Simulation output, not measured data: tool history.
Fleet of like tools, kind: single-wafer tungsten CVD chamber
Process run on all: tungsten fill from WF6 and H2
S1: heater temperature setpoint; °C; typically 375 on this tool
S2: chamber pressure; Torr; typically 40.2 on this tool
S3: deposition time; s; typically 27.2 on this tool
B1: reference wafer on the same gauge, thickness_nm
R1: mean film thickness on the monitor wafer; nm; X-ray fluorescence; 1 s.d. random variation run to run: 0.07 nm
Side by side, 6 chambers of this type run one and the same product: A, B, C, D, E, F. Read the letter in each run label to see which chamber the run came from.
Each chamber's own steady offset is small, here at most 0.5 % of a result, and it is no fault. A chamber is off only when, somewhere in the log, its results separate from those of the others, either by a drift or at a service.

Run 1F, day 0.512: usual settings; B1 58.611. Result: R1 55.542 nm.
Run 2D, day 0.979: usual settings; B1 58.620. Result: R1 55.520 nm.
Run 3B, day 1.517: usual settings; B1 58.638. Result: R1 55.396 nm.
Run 4E, day 1.983: usual settings; B1 58.627. Result: R1 55.651 nm.
At day 2.221: chamber F: thermocouple changed; heater temperature recalibrated.
Run 5A, day 2.271: usual settings; B1 58.642. Result: R1 55.866 nm.
Run 6C, day 2.542: usual settings; B1 58.631. Result: R1 55.428 nm.
Run 7B, day 3.083: usual settings; B1 58.638. Result: R1 55.296 nm.
Run 8C, day 3.600: usual settings; B1 58.646. Result: R1 55.341 nm.
Run 9D, day 3.929: usual settings; B1 58.661. Result: R1 55.543 nm.
At day 4.083: chamber A: capacitance manometer re-zeroed and calibrated.
Run 10A, day 4.467: usual settings; B1 58.681. Result: R1 55.953 nm.
At day 4.850: chamber B: thermocouple changed; heater temperature recalibrated.
Run 11E, day 4.883: usual settings; B1 58.667. Result: R1 55.685 nm.
At day 5.162: chamber E: thermocouple changed; heater temperature recalibrated.
Run 12F, day 5.267: usual settings; B1 58.696. Result: R1 55.549 nm.
Run 13B, day 5.512: usual settings; B1 58.692. Result: R1 55.348 nm.
Run 14D, day 5.975: usual settings; B1 58.693. Result: R1 55.729 nm.
Run 15C, day 6.446: usual settings but S2 43.8 Torr, S3 24.7 s; B1 58.732. Result: R1 52.411 nm.
Run 16A, day 6.904: usual settings but S2 43.8 Torr, S3 24.7 s; B1 58.701. Result: R1 52.728 nm.
Run 17F, day 7.325: usual settings but S2 43.8 Torr, S3 24.7 s; B1 58.717. Result: R1 52.543 nm.
Run 18E, day 7.796: usual settings but S2 43.8 Torr, S3 24.7 s; B1 58.743. Result: R1 52.778 nm.
Run 19D, day 8.321: usual settings but S2 43.8 Torr, S3 24.7 s; B1 58.763. Result: R1 52.644 nm.
Run 20A, day 8.733: usual settings but S2 43.8 Torr, S3 24.7 s; B1 58.757. Result: R1 52.832 nm.
Run 21F, day 9.033: usual settings; B1 58.761. Result: R1 55.664 nm.
Run 22E, day 9.367: usual settings; B1 58.768. Result: R1 55.772 nm.
Run 23C, day 9.754: usual settings; B1 58.766. Result: R1 55.625 nm.
Run 24B, day 10.138: usual settings; B1 58.769. Result: R1 55.493 nm.
Run 25E, day 10.662: usual settings; B1 58.785. Result: R1 55.953 nm.
Run 26A, day 11.121: usual settings; B1 58.806. Result: R1 56.024 nm.
Run 27C, day 11.612: usual settings but S2 46.3 Torr, S3 32.0 s; B1 58.812. Result: R1 69.808 nm.
Run 28F, day 12.112: usual settings but S2 46.3 Torr, S3 32.0 s; B1 58.822. Result: R1 69.836 nm.
At day 12.292: chamber D: thermocouple changed; heater temperature recalibrated.
Run 29D, day 12.446: usual settings but S2 46.3 Torr, S3 32.0 s; B1 58.814. Result: R1 69.925 nm.
Run 30B, day 12.767: usual settings but S2 46.3 Torr, S3 32.0 s; B1 58.811. Result: R1 69.962 nm.
Run 31A, day 13.217: usual settings but S2 46.3 Torr, S3 32.0 s; B1 58.817. Result: R1 70.194 nm.
At day 13.304: chamber B: capacitance manometer re-zeroed and calibrated.
Run 32F, day 13.708: usual settings but S2 46.3 Torr, S3 32.0 s; B1 58.818. Result: R1 69.998 nm.
Run 33C, day 14.225: usual settings; B1 58.852. Result: R1 55.579 nm.
Run 34B, day 14.571: usual settings; B1 58.860. Result: R1 55.547 nm.
Run 35E, day 14.858: usual settings; B1 58.846. Result: R1 55.781 nm.
Run 36D, day 15.338: usual settings; B1 58.874. Result: R1 55.774 nm.
Run 37B, day 15.746: usual settings; B1 58.866. Result: R1 55.684 nm.
Run 38C, day 16.233: usual settings; B1 58.868. Result: R1 55.656 nm.
Run 39A, day 16.492: usual settings but S2 34.0 Torr, S3 32.3 s; B1 58.896. Result: R1 61.657 nm.
Run 40D, day 16.842: usual settings but S2 34.0 Torr, S3 32.3 s; B1 58.893. Result: R1 61.486 nm.

Is one chamber off against the others, does the gauge drift, or is nothing wrong? If a chamber is off, say which, and what the likeliest cause is.

The shared gauge is drifting. All chambers look as if they move in step, but none is off.
Cause: gauge reads high (%) = 0.518.
